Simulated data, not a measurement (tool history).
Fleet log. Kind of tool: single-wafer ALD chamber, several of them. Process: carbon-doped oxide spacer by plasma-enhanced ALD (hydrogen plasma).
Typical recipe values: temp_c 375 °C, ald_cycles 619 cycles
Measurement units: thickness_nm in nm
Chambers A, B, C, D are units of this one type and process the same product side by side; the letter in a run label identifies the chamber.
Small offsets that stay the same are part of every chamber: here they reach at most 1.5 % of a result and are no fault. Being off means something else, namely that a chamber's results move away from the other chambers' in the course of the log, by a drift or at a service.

run   hour  temp_c  ald_cycles  read-back reference wafer on the same gauge, thickness_nm  thickness_nm
 1A   12.4     375         619                                                      29.59        31.158
 2C   25.7     375         619                                                     29.552        30.722
 3B   32.3     375         619                                                     29.622        30.855
 4D   40.3     375         619                                                     29.621        30.917
 5C   51.7     375         553                                                     29.601        27.364
 6D   62.1     375         553                                                     29.611        27.407
 7B   74.9     375         553                                                     29.574        27.602
 8A   83.8     375         553                                                     29.574        27.655
 9C   89.5     375         619                                                     29.606         30.69
10D     96     375         619                                                     29.578        31.067
11A  107.6     375         619                                                     29.602        31.014
12B  114.4     375         619                                                      29.63         31.15
13B  123.3     375         619                                                     29.606        30.859
14A  132.7     375         619                                                     29.617        31.217
15C    142     375         619                                                     29.584        30.538
16D  155.1     375         619                                                     29.617        30.873
17C    163     375         619                                                     29.611        30.242
18B    170     375         619                                                     29.572        31.042
19A  179.3     375         619                                                     29.609         30.92
20D  190.7     375         619                                                     29.598        30.676
21D  202.8     375         619                                                     29.627        30.753
     208.8  -- chamber B: thermocouple changed; heater temperature recalibrated
22A  213.8     375         619                                                     29.566        30.797
23C    221     375         619                                                     29.635        30.491
24B  231.4     375         619                                                     29.636        30.791
25A  244.4     369         619                                                     29.618        31.376
26D  254.6     369         619                                                     29.603        30.937
27C  267.1     369         619                                                     29.619        30.604
28B  276.9     369         619                                                     29.595        30.989
29A  284.4     375         619                                                     29.595        31.164
30B  295.1     375         619                                                     29.552        30.857
31D  304.6     375         619                                                     29.599        30.757
32C  317.7     375         619                                                       29.6        30.765
33D  326.9     375         619                                                     29.626        30.904
34C  337.5     375         619                                                     29.635        30.657

For the next run the whole fleet of 4 chambers uses the same settings. Give each chamber's results:
35A   347     375         619                                                                        ?
35B   347     375         619                                                                        ?
35C   347     375         619                                                                        ?
35D   347     375         619                                                                        ?

run  thickness_nm
35A        31.049
35B        30.846
35C         30.55
35D        30.868

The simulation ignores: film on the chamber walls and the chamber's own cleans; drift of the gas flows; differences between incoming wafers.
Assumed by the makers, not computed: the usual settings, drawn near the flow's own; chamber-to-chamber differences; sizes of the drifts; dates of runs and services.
